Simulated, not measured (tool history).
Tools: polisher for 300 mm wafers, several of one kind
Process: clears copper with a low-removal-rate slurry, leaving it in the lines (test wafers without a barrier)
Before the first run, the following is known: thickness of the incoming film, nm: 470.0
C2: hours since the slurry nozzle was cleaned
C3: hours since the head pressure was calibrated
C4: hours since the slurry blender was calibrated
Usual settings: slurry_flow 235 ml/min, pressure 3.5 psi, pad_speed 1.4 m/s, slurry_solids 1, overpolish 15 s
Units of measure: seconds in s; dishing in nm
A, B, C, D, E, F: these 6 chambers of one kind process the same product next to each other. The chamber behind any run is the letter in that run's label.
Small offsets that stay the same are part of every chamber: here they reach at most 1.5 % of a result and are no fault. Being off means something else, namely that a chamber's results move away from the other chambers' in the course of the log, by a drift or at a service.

Run 1E, day 0.333: usual settings; wafers polished on this pad 571; C2 297.4; C3 256.8; C4 50. Result: seconds 92.245 s, dishing 48.244 nm.
At day 0.579: chamber B: worn pad replaced by a new one.
At day 0.833: chamber B: slurry nozzle cleaned.
Run 2B, day 0.867: usual settings; wafers polished on this pad 37; C2 0.9; C3 230.1; C4 306.8. Result: seconds 89.217 s, dishing 47.738 nm.
Run 3A, day 1.204: usual settings; wafers polished on this pad 331; C2 120.9; C3 206.9; C4 196. Result: seconds 89.872 s, dishing 47.148 nm.
At day 1.288: chamber B: slurry blender recalibrated.
At day 1.467: chamber D: worn pad replaced by a new one.
Run 4C, day 1.604: usual settings; wafers polished on this pad 339; C2 204.8; C3 877; C4 98.1. Result: seconds 90.32 s, dishing 48.488 nm.
At day 1.742: chamber E: worn pad replaced by a new one.
At day 1.867: chamber A: slurry blender recalibrated.
At day 1.971: chamber D: slurry blender recalibrated.
Run 5F, day 2.142: usual settings; wafers polished on this pad 668; C2 321.4; C3 277.5; C4 122. Result: seconds 91.111 s, dishing 48.347 nm.
Run 6D, day 2.683: usual settings; wafers polished on this pad 156; C2 165.6; C3 1124.7; C4 17.1. Result: seconds 92.872 s, dishing 47.624 nm.
At day 2.921: chamber E: slurry nozzle cleaned.
Run 7F, day 3.054: usual settings; wafers polished on this pad 785; C2 343.3; C3 299.4; C4 143.9. Result: seconds 90.84 s, dishing 47.817 nm.
Run 8D, day 3.388: usual settings; wafers polished on this pad 246; C2 182.5; C3 1141.6; C4 34. Result: seconds 88.818 s, dishing 47.606 nm.
Run 9A, day 3.629: usual settings; wafers polished on this pad 642; C2 179.1; C3 265.1; C4 42.4. Result: seconds 94.183 s, dishing 47.374 nm.
At day 3.858: chamber F: worn pad replaced by a new one.
At day 3.938: chamber A: worn pad replaced by a new one.
Run 10E, day 4.042: usual settings but slurry_flow 210 ml/min; wafers polished on this pad 295; C2 27; C3 345.8; C4 139. Result: seconds 94.084 s, dishing 48.244 nm.
Run 11C, day 4.5: usual settings but slurry_flow 210 ml/min; wafers polished on this pad 711; C2 274.3; C3 946.5; C4 167.6. Result: seconds 94.877 s, dishing 48.238 nm.
Run 12B, day 4.75: usual settings but slurry_flow 210 ml/min; wafers polished on this pad 535; C2 94.1; C3 323.3; C4 83.1. Result: seconds 89.542 s, dishing 48.13 nm.
At day 5.183: chamber F: slurry blender recalibrated.
At day 5.204: chamber D: worn pad replaced by a new one.
Run 13A, day 5.25: usual settings but slurry_flow 210 ml/min; wafers polished on this pad 168; C2 218; C3 304; C4 81.3. Result: seconds 92.388 s, dishing 47.271 nm.
Run 14C, day 5.683: usual settings but slurry_flow 210 ml/min; wafers polished on this pad 862; C2 302.7; C3 974.9; C4 196. Result: seconds 93.188 s, dishing 47.398 nm.
At day 5.712: chamber C: head pressure recalibrated.
Run 15E, day 5.938: usual settings but slurry_flow 210 ml/min; wafers polished on this pad 538; C2 72.5; C3 391.3; C4 184.5. Result: seconds 90.726 s, dishing 47.468 nm.
At day 6.404: chamber C: worn pad replaced by a new one.
Run 16D, day 6.442: usual settings; wafers polished on this pad 159; C2 255.8; C3 1214.9; C4 107.3. Result: seconds 91.652 s, dishing 47.133 nm.
Run 17F, day 6.838: usual settings; wafers polished on this pad 382; C2 434.1; C3 390.2; C4 39.7. Result: seconds 90.208 s, dishing 48.052 nm.
Run 18B, day 7.125: usual settings; wafers polished on this pad 840; C2 151.1; C3 380.3; C4 140.1. Result: seconds 87.849 s, dishing 47.581 nm.
Run 19E, day 7.438: usual settings; wafers polished on this pad 731; C2 108.5; C3 427.3; C4 220.5. Result: seconds 87.036 s, dishing 48.713 nm.
At day 7.508: chamber D: slurry blender recalibrated.
At day 7.662: chamber E: worn pad replaced by a new one.
At day 7.667: chamber E: slurry blender recalibrated.
Run 20F, day 7.788: usual settings; wafers polished on this pad 504; C2 456.9; C3 413; C4 62.5. Result: seconds 90.724 s, dishing 48.437 nm.
At day 7.875: chamber B: worn pad replaced by a new one.
Run 21C, day 8.021: usual settings; wafers polished on this pad 207; C2 358.8; C3 55.4; C4 252.1. Result: seconds 88.349 s, dishing 47.696 nm.
Run 22B, day 8.425: usual settings; wafers polished on this pad 70; C2 182.3; C3 411.5; C4 171.3. Result: seconds 90.663 s, dishing 48.127 nm.
At day 8.658: chamber D: worn pad replaced by a new one.
Run 23A, day 8.875: usual settings but slurry_flow 290 ml/min, overpolish 21 s; wafers polished on this pad 633; C2 305; C3 391; C4 168.3. Result: seconds 95.5 s, dishing 59.396 nm.
At day 9.096: chamber A: worn pad replaced by a new one.
Run 24D, day 9.142: usual settings but slurry_flow 290 ml/min, overpolish 21 s; wafers polished on this pad 62; C2 320.6; C3 1279.7; C4 39.3. Result: seconds 87.987 s, dishing 61.219 nm.
Run 25D, day 9.671: usual settings but slurry_flow 290 ml/min, overpolish 21 s; wafers polished on this pad 129; C2 333.3; C3 1292.4; C4 52. Result: seconds 88.399 s, dishing 61.093 nm.
Run 26B, day 10.075: usual settings but slurry_flow 290 ml/min, overpolish 21 s; wafers polished on this pad 282; C2 221.9; C3 451.1; C4 210.9. Result: seconds 84.718 s, dishing 62.802 nm.
Run 27A, day 10.471: usual settings but slurry_flow 290 ml/min, overpolish 21 s; wafers polished on this pad 176; C2 343.3; C3 429.3; C4 206.6. Result: seconds 93.721 s, dishing 59.426 nm.
At day 10.875: chamber F: worn pad replaced by a new one.
Run 28E, day 10.879: usual settings but slurry_flow 290 ml/min, overpolish 21 s; wafers polished on this pad 412; C2 191.1; C3 509.9; C4 77.2. Result: seconds 87.472 s, dishing 62.114 nm.
Run 29F, day 11.229: usual settings but slurry_solids 1.15; wafers polished on this pad 45; C2 539.5; C3 495.6; C4 145.1. Result: seconds 88.194 s, dishing 49.198 nm.
At day 11.596: chamber C: slurry blender recalibrated.
Run 30C, day 11.729: usual settings but slurry_solids 1.15; wafers polished on this pad 683; C2 447.8; C3 144.4; C4 3.3. Result: seconds 89.677 s, dishing 49.132 nm.
Run 31F, day 12.175: usual settings but slurry_solids 1.15; wafers polished on this pad 167; C2 562.2; C3 518.3; C4 167.8. Result: seconds 88.2 s, dishing 48.555 nm.
At day 12.475: chamber C: worn pad replaced by a new one.
At day 12.562: chamber A: slurry blender recalibrated.
At day 12.579: chamber D: worn pad replaced by a new one.
Run 32B, day 12.629: usual settings but slurry_solids 1.15; wafers polished on this pad 610; C2 283.2; C3 512.4; C4 272.2. Result: seconds 86.516 s, dishing 50.758 nm.
Run 33E, day 13.15: usual settings but slurry_solids 1.15; wafers polished on this pad 704; C2 245.6; C3 564.4; C4 131.7. Result: seconds 89.899 s, dishing 49.623 nm.
Run 34A, day 13.621: usual settings but slurry_solids 1.15; wafers polished on this pad 580; C2 418.9; C3 504.9; C4 25.5. Result: seconds 97.32 s, dishing 44.607 nm.
At day 13.742: chamber A: worn pad replaced by a new one.
Run 35D, day 13.9: usual settings but pressure 4.4 psi, pad_speed 1 m/s; wafers polished on this pad 169; C2 434.8; C3 1393.9; C4 153.5. Result: seconds 102.57 s, dishing 45.242 nm.
Run 36C, day 14.279: usual settings but pressure 4.4 psi, pad_speed 1 m/s; wafers polished on this pad 231; C2 509; C3 205.6; C4 64.5. Result: seconds 102.91 s, dishing 45.405 nm.
Run 37A, day 14.746: usual settings but pressure 4.4 psi, pad_speed 1 m/s; wafers polished on this pad 128; C2 445.9; C3 531.9; C4 52.5. Result: seconds 111.53 s, dishing 40.718 nm.

One chamber off, gauge drift, or nothing amiss beyond the chambers' own small offsets? If it is a chamber, which one, and what is the likeliest cause?

Chamber A drifts away from the others.
What lies behind it: head's pressure below its setpoint, % = 9.78.

Chamber A could run next with any of the 4 candidate recipes listed below; each alters the usual settings, and their results appear as question marks. Which one brings its results back in line with what the other chambers deliver on the usual settings?
Maximum distance from the other chambers' mean on the usual settings for a result to count as in line: seconds 5.4 s; dishing 1.8 nm
Run 38A-1, day 15.129: usual settings but pressure 3.7 psi, pad_speed 1.48 m/s. Result: seconds ?, dishing ?.
Run 38A-2, day 15.129: usual settings but pressure 3.3 psi, pad_speed 1.32 m/s. Result: seconds ?, dishing ?.
Run 38A-3, day 15.129: usual settings but slurry_flow 240 ml/min, pressure 3.9 psi, pad_speed 1.54 m/s. Result: seconds ?, dishing ?.
Run 38A-4, day 15.129: usual settings but pressure 3.2 psi, pad_speed 1.26 m/s. Result: seconds ?, dishing ?.

On the usual settings, the other chambers give on average: seconds 90.845 s; dishing 48.092 nm
  run  seconds  dishing
38A-1   91.593   47.428
38A-2   114.94   39.517
38A-3   83.365   51.044
38A-4   124.07   37.112
The answer is 38A-1, which returns the chamber to within the allowed miss of the others.
